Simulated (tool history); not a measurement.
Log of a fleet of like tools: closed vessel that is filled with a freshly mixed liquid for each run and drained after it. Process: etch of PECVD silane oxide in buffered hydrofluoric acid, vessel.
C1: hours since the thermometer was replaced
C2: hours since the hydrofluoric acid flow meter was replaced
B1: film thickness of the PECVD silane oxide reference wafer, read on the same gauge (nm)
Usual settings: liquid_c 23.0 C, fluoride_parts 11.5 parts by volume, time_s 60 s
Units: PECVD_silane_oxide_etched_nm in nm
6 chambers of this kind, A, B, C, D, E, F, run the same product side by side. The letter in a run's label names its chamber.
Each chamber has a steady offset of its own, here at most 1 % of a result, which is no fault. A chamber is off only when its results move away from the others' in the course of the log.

{"run": "1F", "hour": 12.3, "liquid_c": 23.0, "fluoride_parts": 11.5, "time_s": 60, "C1": 739.4, "C2": 373.7, "B1": 140.03, "PECVD_silane_oxide_etched_nm": 175.75}
{"run": "2C", "hour": 21.9, "liquid_c": 23.0, "fluoride_parts": 11.5, "time_s": 60, "C1": 480.1, "C2": 795.3, "B1": 140.01, "PECVD_silane_oxide_etched_nm": 177.31}
{"run": "3A", "hour": 32.2, "liquid_c": 23.0, "fluoride_parts": 11.5, "time_s": 60, "C1": 1842.4, "C2": 166.5, "B1": 140.01, "PECVD_silane_oxide_etched_nm": 177.55}
{"run": "4D", "hour": 43.4, "liquid_c": 23.0, "fluoride_parts": 11.5, "time_s": 60, "C1": 236.2, "C2": 64.1, "B1": 140.01, "PECVD_silane_oxide_etched_nm": 177.42}
{"run": "5B", "hour": 53.0, "liquid_c": 23.0, "fluoride_parts": 11.5, "time_s": 60, "C1": 930.6, "C2": 558.9, "B1": 139.98, "PECVD_silane_oxide_etched_nm": 177.04}
{"run": "6E", "hour": 64.1, "liquid_c": 23.0, "fluoride_parts": 11.5, "time_s": 60, "C1": 683.1, "C2": 1169.8, "B1": 140.0, "PECVD_silane_oxide_etched_nm": 175.59}
{"run": "7E", "hour": 76.9, "liquid_c": 23.0, "fluoride_parts": 11.5, "time_s": 45, "C1": 695.9, "C2": 1182.6, "B1": 140.01, "PECVD_silane_oxide_etched_nm": 133.65}
{"hour": 83.9, "done": "chamber E: hydrofluoric acid flow meter replaced"}
{"run": "8C", "hour": 87.2, "liquid_c": 23.0, "fluoride_parts": 11.5, "time_s": 45, "C1": 545.4, "C2": 860.6, "B1": 139.97, "PECVD_silane_oxide_etched_nm": 133.0}
{"run": "9B", "hour": 95.1, "liquid_c": 23.0, "fluoride_parts": 11.5, "time_s": 45, "C1": 972.7, "C2": 601.0, "B1": 140.0, "PECVD_silane_oxide_etched_nm": 132.52}
{"run": "10F", "hour": 107.7, "liquid_c": 23.0, "fluoride_parts": 11.5, "time_s": 45, "C1": 834.8, "C2": 469.1, "B1": 140.01, "PECVD_silane_oxide_etched_nm": 131.42}
{"run": "11A", "hour": 120.8, "liquid_c": 23.0, "fluoride_parts": 11.5, "time_s": 45, "C1": 1931.0, "C2": 255.1, "B1": 139.98, "PECVD_silane_oxide_etched_nm": 133.59}
{"run": "12D", "hour": 126.9, "liquid_c": 23.0, "fluoride_parts": 11.5, "time_s": 45, "C1": 319.7, "C2": 147.6, "B1": 140.0, "PECVD_silane_oxide_etched_nm": 133.48}
{"hour": 134.2, "done": "chamber B: thermometer replaced"}
{"run": "13F", "hour": 134.5, "liquid_c": 23.0, "fluoride_parts": 11.5, "time_s": 60, "C1": 861.6, "C2": 495.9, "B1": 140.03, "PECVD_silane_oxide_etched_nm": 176.08}
{"run": "14C", "hour": 141.5, "liquid_c": 23.0, "fluoride_parts": 11.5, "time_s": 60, "C1": 599.7, "C2": 914.9, "B1": 140.0, "PECVD_silane_oxide_etched_nm": 176.44}
{"run": "15E", "hour": 152.8, "liquid_c": 23.0, "fluoride_parts": 11.5, "time_s": 60, "C1": 771.8, "C2": 68.9, "B1": 140.01, "PECVD_silane_oxide_etched_nm": 176.13}
{"run": "16D", "hour": 159.0, "liquid_c": 25.5, "fluoride_parts": 11.5, "time_s": 90, "C1": 351.8, "C2": 179.7, "B1": 140.02, "PECVD_silane_oxide_etched_nm": 305.16}
{"hour": 159.7, "done": "chamber C: hydrofluoric acid flow meter replaced"}
{"run": "17B", "hour": 166.4, "liquid_c": 25.5, "fluoride_parts": 11.5, "time_s": 90, "C1": 32.3, "C2": 672.3, "B1": 140.0, "PECVD_silane_oxide_etched_nm": 305.06}
{"run": "18A", "hour": 175.5, "liquid_c": 25.5, "fluoride_parts": 11.5, "time_s": 90, "C1": 1985.7, "C2": 309.8, "B1": 140.0, "PECVD_silane_oxide_etched_nm": 308.27}
{"run": "19D", "hour": 182.1, "liquid_c": 25.5, "fluoride_parts": 11.5, "time_s": 90, "C1": 374.9, "C2": 202.8, "B1": 139.98, "PECVD_silane_oxide_etched_nm": 303.66}
{"run": "20F", "hour": 194.6, "liquid_c": 25.5, "fluoride_parts": 11.5, "time_s": 90, "C1": 921.7, "C2": 556.0, "B1": 139.98, "PECVD_silane_oxide_etched_nm": 298.09}
{"run": "21C", "hour": 204.7, "liquid_c": 25.5, "fluoride_parts": 11.5, "time_s": 90, "C1": 662.9, "C2": 45.0, "B1": 139.99, "PECVD_silane_oxide_etched_nm": 305.17}
{"run": "22A", "hour": 215.5, "liquid_c": 23.0, "fluoride_parts": 11.5, "time_s": 60, "C1": 2025.7, "C2": 349.8, "B1": 140.0, "PECVD_silane_oxide_etched_nm": 178.21}
{"run": "23B", "hour": 221.9, "liquid_c": 23.0, "fluoride_parts": 11.5, "time_s": 60, "C1": 87.8, "C2": 727.8, "B1": 140.0, "PECVD_silane_oxide_etched_nm": 177.68}
{"run": "24E", "hour": 232.9, "liquid_c": 23.0, "fluoride_parts": 11.5, "time_s": 60, "C1": 851.9, "C2": 149.0, "B1": 139.99, "PECVD_silane_oxide_etched_nm": 177.34}
{"run": "25B", "hour": 245.1, "liquid_c": 23.0, "fluoride_parts": 11.5, "time_s": 30, "C1": 111.0, "C2": 751.0, "B1": 140.01, "PECVD_silane_oxide_etched_nm": 89.128}
{"run": "26A", "hour": 258.4, "liquid_c": 23.0, "fluoride_parts": 11.5, "time_s": 30, "C1": 2068.6, "C2": 392.7, "B1": 139.98, "PECVD_silane_oxide_etched_nm": 89.929}
{"run": "27C", "hour": 270.4, "liquid_c": 23.0, "fluoride_parts": 11.5, "time_s": 30, "C1": 728.6, "C2": 110.7, "B1": 140.01, "PECVD_silane_oxide_etched_nm": 89.29}
{"run": "28E", "hour": 279.6, "liquid_c": 23.0, "fluoride_parts": 11.5, "time_s": 30, "C1": 898.6, "C2": 195.7, "B1": 140.02, "PECVD_silane_oxide_etched_nm": 89.092}
{"run": "29F", "hour": 291.6, "liquid_c": 23.0, "fluoride_parts": 11.5, "time_s": 30, "C1": 1018.7, "C2": 653.0, "B1": 140.0, "PECVD_silane_oxide_etched_nm": 85.772}
{"run": "30D", "hour": 300.3, "liquid_c": 23.0, "fluoride_parts": 11.5, "time_s": 30, "C1": 493.1, "C2": 321.0, "B1": 140.0, "PECVD_silane_oxide_etched_nm": 88.274}
{"run": "31E", "hour": 308.9, "liquid_c": 23.0, "fluoride_parts": 11.5, "time_s": 60, "C1": 927.9, "C2": 225.0, "B1": 140.02, "PECVD_silane_oxide_etched_nm": 178.69}
{"run": "32C", "hour": 316.1, "liquid_c": 23.0, "fluoride_parts": 11.5, "time_s": 60, "C1": 774.3, "C2": 156.4, "B1": 140.0, "PECVD_silane_oxide_etched_nm": 177.18}
{"run": "33A", "hour": 324.2, "liquid_c": 23.0, "fluoride_parts": 15.5, "time_s": 30, "C1": 2134.4, "C2": 458.5, "B1": 140.0, "PECVD_silane_oxide_etched_nm": 66.619}
{"run": "34D", "hour": 334.6, "liquid_c": 23.0, "fluoride_parts": 15.5, "time_s": 30, "C1": 527.4, "C2": 355.3, "B1": 139.99, "PECVD_silane_oxide_etched_nm": 66.687}
{"run": "35F", "hour": 342.4, "liquid_c": 23.0, "fluoride_parts": 15.5, "time_s": 30, "C1": 1069.5, "C2": 703.8, "B1": 140.01, "PECVD_silane_oxide_etched_nm": 63.182}
{"run": "36B", "hour": 353.3, "liquid_c": 23.0, "fluoride_parts": 15.5, "time_s": 30, "C1": 219.2, "C2": 859.2, "B1": 140.01, "PECVD_silane_oxide_etched_nm": 66.798}
{"run": "37C", "hour": 360.1, "liquid_c": 23.0, "fluoride_parts": 15.5, "time_s": 30, "C1": 818.3, "C2": 200.4, "B1": 140.01, "PECVD_silane_oxide_etched_nm": 66.378}
{"run": "38F", "hour": 368.7, "liquid_c": 23.0, "fluoride_parts": 15.5, "time_s": 30, "C1": 1095.8, "C2": 730.1, "B1": 140.01, "PECVD_silane_oxide_etched_nm": 62.726}
{"hour": 371.7, "done": "chamber B: hydrofluoric acid flow meter replaced"}
{"run": "39D", "hour": 379.0, "liquid_c": 23.0, "fluoride_parts": 11.5, "time_s": 60, "C1": 571.8, "C2": 399.7, "B1": 140.01, "PECVD_silane_oxide_etched_nm": 178.37}
{"run": "40B", "hour": 385.4, "liquid_c": 23.0, "fluoride_parts": 11.5, "time_s": 60, "C1": 251.3, "C2": 13.7, "B1": 139.98, "PECVD_silane_oxide_etched_nm": 175.02}
{"run": "41A", "hour": 394.2, "liquid_c": 23.0, "fluoride_parts": 11.5, "time_s": 85, "C1": 2204.4, "C2": 528.5, "B1": 140.0, "PECVD_silane_oxide_etched_nm": 251.92}
{"run": "42E", "hour": 405.7, "liquid_c": 23.0, "fluoride_parts": 11.5, "time_s": 85, "C1": 1024.7, "C2": 321.8, "B1": 139.98, "PECVD_silane_oxide_etched_nm": 253.04}

All 6 chambers run these settings next. Forecast each chamber's results:
{"run": "43A", "hour": 415.3, "liquid_c": 23.0, "fluoride_parts": 11.5, "time_s": 60, "PECVD_silane_oxide_etched_nm": "?"}
{"run": "43B", "hour": 415.3, "liquid_c": 23.0, "fluoride_parts": 11.5, "time_s": 60, "PECVD_silane_oxide_etched_nm": "?"}
{"run": "43C", "hour": 415.3, "liquid_c": 23.0, "fluoride_parts": 11.5, "time_s": 60, "PECVD_silane_oxide_etched_nm": "?"}
{"run": "43D", "hour": 415.3, "liquid_c": 23.0, "fluoride_parts": 11.5, "time_s": 60, "PECVD_silane_oxide_etched_nm": "?"}
{"run": "43E", "hour": 415.3, "liquid_c": 23.0, "fluoride_parts": 11.5, "time_s": 60, "PECVD_silane_oxide_etched_nm": "?"}
{"run": "43F", "hour": 415.3, "liquid_c": 23.0, "fluoride_parts": 11.5, "time_s": 60, "PECVD_silane_oxide_etched_nm": "?"}

run=43A PECVD_silane_oxide_etched_nm=176.950
run=43B PECVD_silane_oxide_etched_nm=177.960
run=43C PECVD_silane_oxide_etched_nm=177.280
run=43D PECVD_silane_oxide_etched_nm=177.290
run=43E PECVD_silane_oxide_etched_nm=177.520
run=43F PECVD_silane_oxide_etched_nm=167.990

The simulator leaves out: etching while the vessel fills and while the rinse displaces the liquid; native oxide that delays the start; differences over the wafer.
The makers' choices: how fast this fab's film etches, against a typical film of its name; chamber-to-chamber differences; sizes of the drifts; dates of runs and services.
